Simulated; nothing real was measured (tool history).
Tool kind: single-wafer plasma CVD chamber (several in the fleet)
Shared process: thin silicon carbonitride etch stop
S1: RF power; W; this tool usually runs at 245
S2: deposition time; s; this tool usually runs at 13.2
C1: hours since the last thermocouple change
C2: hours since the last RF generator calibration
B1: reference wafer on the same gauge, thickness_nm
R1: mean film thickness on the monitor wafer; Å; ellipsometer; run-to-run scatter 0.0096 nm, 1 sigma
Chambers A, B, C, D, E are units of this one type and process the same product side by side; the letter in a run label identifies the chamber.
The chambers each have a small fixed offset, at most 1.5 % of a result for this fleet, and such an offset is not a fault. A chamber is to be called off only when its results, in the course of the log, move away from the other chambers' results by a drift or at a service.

{"run": "1E", "hour": 6.5, "S1": 245, "S2": 13.2, "C1": 1802.9, "C2": 103.3, "B1": 6.6403, "R1": 79.55}
{"run": "2C", "hour": 15.3, "S1": 245, "S2": 13.2, "C1": 438, "C2": 1470.7, "B1": 6.6424, "R1": 79.429}
{"run": "3B", "hour": 22.6, "S1": 245, "S2": 13.2, "C1": 1480.3, "C2": 516.3, "B1": 6.6415, "R1": 80.454}
{"run": "4D", "hour": 27.7, "S1": 245, "S2": 13.2, "C1": 1047.3, "C2": 830.7, "B1": 6.6441, "R1": 78.803}
{"run": "5A", "hour": 33.3, "S1": 245, "S2": 13.2, "C1": 425.2, "C2": 666, "B1": 6.6455, "R1": 79.534}
{"run": "6B", "hour": 39.7, "S1": 245, "S2": 13.2, "C1": 1497.4, "C2": 533.4, "B1": 6.6443, "R1": 80.465}
{"run": "7D", "hour": 47.8, "S1": 245, "S2": 13.2, "C1": 1067.4, "C2": 850.8, "B1": 6.6482, "R1": 79.045}
{"run": "8C", "hour": 55.9, "S1": 245, "S2": 13.2, "C1": 478.6, "C2": 1511.3, "B1": 6.6472, "R1": 79.398}
{"run": "9A", "hour": 65.1, "S1": 245, "S2": 13.2, "C1": 457, "C2": 697.8, "B1": 6.6484, "R1": 79.971}
{"run": "10E", "hour": 73.9, "S1": 245, "S2": 13.2, "C1": 1870.3, "C2": 170.7, "B1": 6.6503, "R1": 79.809}
{"run": "11E", "hour": 79.8, "S1": 245, "S2": 13.2, "C1": 1876.2, "C2": 176.6, "B1": 6.6508, "R1": 79.819}
{"run": "12B", "hour": 85.4, "S1": 245, "S2": 13.2, "C1": 1543.1, "C2": 579.1, "B1": 6.6509, "R1": 80.271}
{"run": "13C", "hour": 92.9, "S1": 245, "S2": 14.6, "C1": 515.6, "C2": 1548.3, "B1": 6.6529, "R1": 88.085}
{"run": "14A", "hour": 100.2, "S1": 245, "S2": 14.6, "C1": 492.1, "C2": 732.9, "B1": 6.6519, "R1": 88.519}
{"run": "15D", "hour": 107.1, "S1": 245, "S2": 14.6, "C1": 1126.7, "C2": 910.1, "B1": 6.6532, "R1": 87.336}
{"run": "16A", "hour": 115.3, "S1": 245, "S2": 14.6, "C1": 507.2, "C2": 748, "B1": 6.6548, "R1": 88.47}
{"run": "17C", "hour": 124.9, "S1": 245, "S2": 14.6, "C1": 547.6, "C2": 1580.3, "B1": 6.6573, "R1": 87.955}
{"run": "18E", "hour": 133.9, "S1": 245, "S2": 13.2, "C1": 1930.3, "C2": 230.7, "B1": 6.6581, "R1": 79.792}
{"run": "19D", "hour": 143.6, "S1": 245, "S2": 13.2, "C1": 1163.2, "C2": 946.6, "B1": 6.6603, "R1": 78.94}
{"run": "20B", "hour": 152.1, "S1": 245, "S2": 13.2, "C1": 1609.8, "C2": 645.8, "B1": 6.6586, "R1": 80.568}
{"run": "21D", "hour": 157.8, "S1": 245, "S2": 13.2, "C1": 1177.4, "C2": 960.8, "B1": 6.6601, "R1": 79.141}
{"run": "22A", "hour": 167.6, "S1": 245, "S2": 13.2, "C1": 559.5, "C2": 800.3, "B1": 6.6616, "R1": 80.003}
{"run": "23B", "hour": 173.1, "S1": 245, "S2": 13.2, "C1": 1630.8, "C2": 666.8, "B1": 6.6614, "R1": 80.529}
{"run": "24C", "hour": 177.4, "S1": 245, "S2": 13.2, "C1": 600.1, "C2": 1632.8, "B1": 6.6645, "R1": 79.66}
{"run": "25E", "hour": 182.7, "S1": 245, "S2": 13.2, "C1": 1979.1, "C2": 279.5, "B1": 6.6624, "R1": 79.844}
{"run": "26C", "hour": 187.3, "S1": 245, "S2": 13.2, "C1": 610, "C2": 1642.7, "B1": 6.6675, "R1": 79.627}
{"run": "27D", "hour": 193.4, "S1": 245, "S2": 13.2, "C1": 1213, "C2": 996.4, "B1": 6.6651, "R1": 79.172}
{"run": "28E", "hour": 202.1, "S1": 245, "S2": 13.2, "C1": 1998.5, "C2": 298.9, "B1": 6.6664, "R1": 80.007}
{"run": "29B", "hour": 209.3, "S1": 245, "S2": 13.2, "C1": 1667, "C2": 703, "B1": 6.6662, "R1": 80.78}
{"run": "30A", "hour": 215.3, "S1": 245, "S2": 13.2, "C1": 607.2, "C2": 848, "B1": 6.6692, "R1": 79.931}
{"run": "31E", "hour": 221.8, "S1": 245, "S2": 13.2, "C1": 2018.2, "C2": 318.6, "B1": 6.6668, "R1": 79.785}
{"run": "32C", "hour": 228.4, "S1": 245, "S2": 13.2, "C1": 651.1, "C2": 1683.8, "B1": 6.6692, "R1": 79.817}
{"run": "33A", "hour": 234.8, "S1": 245, "S2": 13.2, "C1": 626.7, "C2": 867.5, "B1": 6.6727, "R1": 79.99}
{"run": "34D", "hour": 241.6, "S1": 245, "S2": 13.2, "C1": 1261.2, "C2": 1044.6, "B1": 6.6707, "R1": 79.304}

Is one chamber off against the others, does the gauge drift, or is nothing wrong? If a chamber is off, say which, and what the likeliest cause is.

Every chamber seems to shift together because the gauge that measures them all drifts; the chambers themselves are fine.
What lies behind it: gauge reads high (%) = 0.492.

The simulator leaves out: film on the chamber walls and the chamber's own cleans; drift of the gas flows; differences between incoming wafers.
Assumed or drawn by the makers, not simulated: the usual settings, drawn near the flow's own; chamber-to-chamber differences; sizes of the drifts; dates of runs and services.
